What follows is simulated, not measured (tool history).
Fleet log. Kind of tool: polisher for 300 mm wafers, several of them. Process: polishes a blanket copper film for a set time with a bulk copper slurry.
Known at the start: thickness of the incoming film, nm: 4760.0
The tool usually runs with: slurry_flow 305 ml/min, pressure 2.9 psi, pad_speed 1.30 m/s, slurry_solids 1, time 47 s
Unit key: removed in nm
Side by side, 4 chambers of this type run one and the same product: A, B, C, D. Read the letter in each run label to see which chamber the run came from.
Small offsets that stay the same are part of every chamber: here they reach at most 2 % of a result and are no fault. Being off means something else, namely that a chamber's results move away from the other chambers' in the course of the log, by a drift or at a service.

At hour 1.0: chamber B: head pressure recalibrated.
Run 1B, hour 8.6: usual settings. Result: removed 652.48 nm.
Run 2A, hour 15.2: usual settings. Result: removed 640.41 nm.
Run 3C, hour 22.1: usual settings. Result: removed 644.51 nm.
Run 4D, hour 37.2: usual settings. Result: removed 639.68 nm.
At hour 38.5: chamber B: slurry blender recalibrated.
Run 5A, hour 50.2: usual settings. Result: removed 635.51 nm.
At hour 51.6: chamber D: worn pad replaced by a new one.
At hour 55.1: chamber C: worn pad replaced by a new one.
Run 6B, hour 57.8: usual settings. Result: removed 648.00 nm.
Run 7D, hour 69.6: usual settings. Result: removed 637.37 nm.
At hour 73.0: chamber A: worn pad replaced by a new one.
At hour 76.9: chamber A: slurry blender recalibrated.
At hour 78.2: chamber C: slurry blender recalibrated.
Run 8C, hour 83.1: usual settings. Result: removed 644.10 nm.
Run 9D, hour 92.0: usual settings. Result: removed 641.12 nm.
At hour 95.3: chamber D: slurry blender recalibrated.
Run 10A, hour 105.3: usual settings. Result: removed 646.44 nm.
Run 11B, hour 112.0: usual settings. Result: removed 657.03 nm.
Run 12C, hour 122.2: usual settings. Result: removed 651.23 nm.
Run 13C, hour 131.7: usual settings but pressure 2.5 psi. Result: removed 555.42 nm.
At hour 136.8: chamber C: worn pad replaced by a new one.
Run 14A, hour 139.4: usual settings but pressure 2.5 psi. Result: removed 553.86 nm.
At hour 146.2: chamber D: worn pad replaced by a new one.
Run 15B, hour 151.9: usual settings but pressure 2.5 psi. Result: removed 550.01 nm.
At hour 161.5: chamber C: slurry nozzle cleaned.
Run 16D, hour 163.6: usual settings but pressure 2.5 psi. Result: removed 561.57 nm.
At hour 169.6: chamber A: worn pad replaced by a new one.
Run 17D, hour 177.8: usual settings but slurry_flow 205 ml/min. Result: removed 609.80 nm.
Run 18A, hour 188.7: usual settings but slurry_flow 205 ml/min. Result: removed 613.26 nm.
Run 19C, hour 200.1: usual settings but slurry_flow 205 ml/min. Result: removed 625.12 nm.
Run 20B, hour 210.8: usual settings but slurry_flow 205 ml/min. Result: removed 602.97 nm.
At hour 215.2: chamber A: slurry blender recalibrated.
Run 21D, hour 220.8: usual settings. Result: removed 645.45 nm.
At hour 230.0: chamber C: worn pad replaced by a new one.
Run 22B, hour 232.3: usual settings. Result: removed 627.00 nm.
At hour 236.3: chamber D: worn pad replaced by a new one.
Run 23A, hour 241.6: usual settings. Result: removed 642.71 nm.
Run 24C, hour 249.7: usual settings. Result: removed 647.86 nm.
At hour 256.8: chamber D: slurry blender recalibrated.
At hour 260.8: chamber A: worn pad replaced by a new one.
Run 25B, hour 261.8: usual settings. Result: removed 627.89 nm.
At hour 266.7: chamber B: slurry blender recalibrated.
Run 26C, hour 271.7: usual settings. Result: removed 642.43 nm.
At hour 278.5: chamber A: head pressure recalibrated.
Run 27A, hour 281.3: usual settings. Result: removed 643.68 nm.
Run 28D, hour 293.3: usual settings. Result: removed 650.44 nm.
Run 29D, hour 301.7: usual settings. Result: removed 646.49 nm.
Run 30C, hour 309.2: usual settings. Result: removed 650.13 nm.
Run 31B, hour 316.2: usual settings but pad_speed 1.04 m/s, time 52 s. Result: removed 540.62 nm.
At hour 318.4: chamber C: worn pad replaced by a new one.
At hour 324.1: chamber B: slurry nozzle cleaned.
At hour 326.7: chamber D: worn pad replaced by a new one.
At hour 328.6: chamber A: slurry blender recalibrated.
Run 32A, hour 331.3: usual settings but pad_speed 1.04 m/s, time 52 s. Result: removed 564.14 nm.
At hour 343.4: chamber A: worn pad replaced by a new one.
Run 33B, hour 345.9: usual settings but pad_speed 1.04 m/s, time 52 s. Result: removed 538.10 nm.
Run 34D, hour 359.2: usual settings but pad_speed 1.04 m/s, time 52 s. Result: removed 571.04 nm.
Run 35C, hour 366.7: usual settings. Result: removed 641.38 nm.
Run 36A, hour 376.5: usual settings. Result: removed 634.46 nm.
Run 37D, hour 386.0: usual settings. Result: removed 641.63 nm.
Run 38B, hour 395.0: usual settings but slurry_flow 350 ml/min. Result: removed 605.68 nm.
Run 39A, hour 401.8: usual settings but slurry_flow 350 ml/min. Result: removed 641.61 nm.
At hour 407.1: chamber C: worn pad replaced by a new one.
Run 40C, hour 409.1: usual settings but slurry_flow 350 ml/min. Result: removed 654.62 nm.
Run 41A, hour 421.4: usual settings but slurry_flow 350 ml/min. Result: removed 648.18 nm.

What goes on in this fleet: one chamber off, a drifting gauge, or nothing beyond the chambers' own small offsets? Name the chamber and the cause, if any.

Little by little, chamber B moves away from the other chambers.
Most likely cause: removal rate lost through wear of the pad, % = 9.21.
It could be hard to tell apart here from: head's pressure below its setpoint, %.

Which of the 4 candidates below, each the usual settings with something changed and its results left as question marks, puts chamber B back in line with what the other chambers give on the usual settings?
A result is in line if it is within this distance of the other chambers' mean on the usual settings: removed 15.00 nm
Run 42B-1, hour 432.3: usual settings but pressure 2.8 psi, pad_speed 1.28 m/s, time 46 s. Result: removed ?.
Run 42B-2, hour 432.3: usual settings but pressure 2.8 psi. Result: removed ?.
Run 42B-3, hour 432.3: usual settings but time 51 s. Result: removed ?.
Run 42B-4, hour 432.3: usual settings but pad_speed 1.32 m/s, time 48 s. Result: removed ?.

Other chambers, usual settings, mean: removed 642.89 nm
  run  removed
42B-1   553.34
42B-2   574.25
42B-3   645.72
42B-4   617.13
Change 42B-3 lands the chamber within the allowed miss of the other chambers.
